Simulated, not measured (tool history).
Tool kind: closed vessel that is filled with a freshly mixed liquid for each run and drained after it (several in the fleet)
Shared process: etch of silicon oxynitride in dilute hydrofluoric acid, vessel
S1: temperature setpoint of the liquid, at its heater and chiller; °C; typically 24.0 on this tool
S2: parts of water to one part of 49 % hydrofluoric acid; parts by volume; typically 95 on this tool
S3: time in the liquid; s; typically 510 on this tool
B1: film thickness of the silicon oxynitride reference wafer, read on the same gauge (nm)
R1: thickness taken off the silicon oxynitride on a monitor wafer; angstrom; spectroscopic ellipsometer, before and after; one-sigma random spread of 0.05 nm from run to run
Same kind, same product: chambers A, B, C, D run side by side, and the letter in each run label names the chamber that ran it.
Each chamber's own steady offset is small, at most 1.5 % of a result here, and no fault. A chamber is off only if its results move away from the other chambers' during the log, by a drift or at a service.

{"run": "1D", "hour": 6.0, "S1": 24.0, "S2": 95, "S3": 510, "B1": 89.997, "R1": 79.814}
{"run": "2C", "hour": 11.4, "S1": 24.0, "S2": 95, "S3": 510, "B1": 90.008, "R1": 79.476}
{"run": "3B", "hour": 17.9, "S1": 24.0, "S2": 95, "S3": 510, "B1": 90.017, "R1": 79.679}
{"run": "4A", "hour": 25.8, "S1": 24.0, "S2": 95, "S3": 510, "B1": 89.982, "R1": 79.334}
{"run": "5A", "hour": 29.2, "S1": 24.0, "S2": 95, "S3": 510, "B1": 90.002, "R1": 78.447}
{"run": "6C", "hour": 34.0, "S1": 24.0, "S2": 95, "S3": 510, "B1": 89.99, "R1": 79.69}
{"run": "7D", "hour": 39.3, "S1": 24.0, "S2": 95, "S3": 510, "B1": 90.0, "R1": 78.956}
{"run": "8B", "hour": 44.1, "S1": 24.0, "S2": 95, "S3": 510, "B1": 89.998, "R1": 80.513}
{"run": "9C", "hour": 48.0, "S1": 24.0, "S2": 95, "S3": 510, "B1": 90.011, "R1": 80.005}
{"run": "10B", "hour": 55.0, "S1": 24.0, "S2": 95, "S3": 510, "B1": 89.975, "R1": 80.825}
{"run": "11D", "hour": 62.1, "S1": 24.0, "S2": 95, "S3": 510, "B1": 90.005, "R1": 79.983}
{"run": "12A", "hour": 68.0, "S1": 24.0, "S2": 95, "S3": 510, "B1": 89.989, "R1": 79.327}
{"run": "13A", "hour": 73.3, "S1": 24.0, "S2": 95, "S3": 510, "B1": 90.001, "R1": 78.095}
{"run": "14B", "hour": 77.8, "S1": 24.0, "S2": 95, "S3": 510, "B1": 90.025, "R1": 80.826}
{"run": "15C", "hour": 82.6, "S1": 24.0, "S2": 95, "S3": 510, "B1": 89.99, "R1": 80.488}
{"run": "16D", "hour": 89.9, "S1": 24.0, "S2": 95, "S3": 510, "B1": 90.013, "R1": 79.766}
{"run": "17A", "hour": 97.1, "S1": 24.0, "S2": 95, "S3": 510, "B1": 90.001, "R1": 77.408}
{"run": "18B", "hour": 101.9, "S1": 24.0, "S2": 95, "S3": 510, "B1": 90.015, "R1": 80.489}
{"run": "19C", "hour": 105.9, "S1": 24.0, "S2": 95, "S3": 510, "B1": 90.014, "R1": 80.059}
{"hour": 107.9, "done": "chamber B: thermometer replaced"}
{"run": "20D", "hour": 113.6, "S1": 24.0, "S2": 75, "S3": 510, "B1": 89.998, "R1": 103.5}
{"run": "21B", "hour": 117.3, "S1": 24.0, "S2": 75, "S3": 510, "B1": 89.984, "R1": 103.69}
{"run": "22A", "hour": 122.2, "S1": 24.0, "S2": 75, "S3": 510, "B1": 89.989, "R1": 97.929}
{"run": "23D", "hour": 129.4, "S1": 24.0, "S2": 75, "S3": 510, "B1": 89.985, "R1": 102.89}
{"run": "24C", "hour": 134.8, "S1": 20.5, "S2": 95, "S3": 655, "B1": 89.986, "R1": 87.05}
{"run": "25D", "hour": 139.5, "S1": 20.5, "S2": 95, "S3": 655, "B1": 90.001, "R1": 86.609}
{"run": "26B", "hour": 145.6, "S1": 20.5, "S2": 95, "S3": 655, "B1": 89.973, "R1": 87.676}
{"run": "27A", "hour": 149.5, "S1": 20.5, "S2": 95, "S3": 655, "B1": 90.001, "R1": 80.764}
{"run": "28C", "hour": 154.5, "S1": 24.0, "S2": 55, "S3": 240, "B1": 89.991, "R1": 67.528}
{"run": "29B", "hour": 160.1, "S1": 24.0, "S2": 55, "S3": 240, "B1": 90.009, "R1": 66.583}
{"run": "30D", "hour": 164.1, "S1": 24.0, "S2": 55, "S3": 240, "B1": 89.984, "R1": 67.945}
{"run": "31A", "hour": 170.0, "S1": 24.0, "S2": 55, "S3": 240, "B1": 90.0, "R1": 62.721}
{"run": "32C", "hour": 173.9, "S1": 24.0, "S2": 95, "S3": 510, "B1": 89.988, "R1": 78.864}
{"run": "33B", "hour": 178.1, "S1": 24.0, "S2": 95, "S3": 510, "B1": 89.992, "R1": 80.804}
{"run": "34D", "hour": 185.1, "S1": 24.0, "S2": 95, "S3": 510, "B1": 90.007, "R1": 79.575}

Next, all 4 chambers run the settings below, one line each with question marks for the results. What does each chamber give?
{"run": "35A", "hour": 190.8, "S1": 20.5, "S2": 95, "S3": 510, "R1": "?"}
{"run": "35B", "hour": 190.8, "S1": 20.5, "S2": 95, "S3": 510, "R1": "?"}
{"run": "35C", "hour": 190.8, "S1": 20.5, "S2": 95, "S3": 510, "R1": "?"}
{"run": "35D", "hour": 190.8, "S1": 20.5, "S2": 95, "S3": 510, "R1": "?"}

run=35A R1=60.562
run=35B R1=67.635
run=35C R1=68.606
run=35D R1=66.911

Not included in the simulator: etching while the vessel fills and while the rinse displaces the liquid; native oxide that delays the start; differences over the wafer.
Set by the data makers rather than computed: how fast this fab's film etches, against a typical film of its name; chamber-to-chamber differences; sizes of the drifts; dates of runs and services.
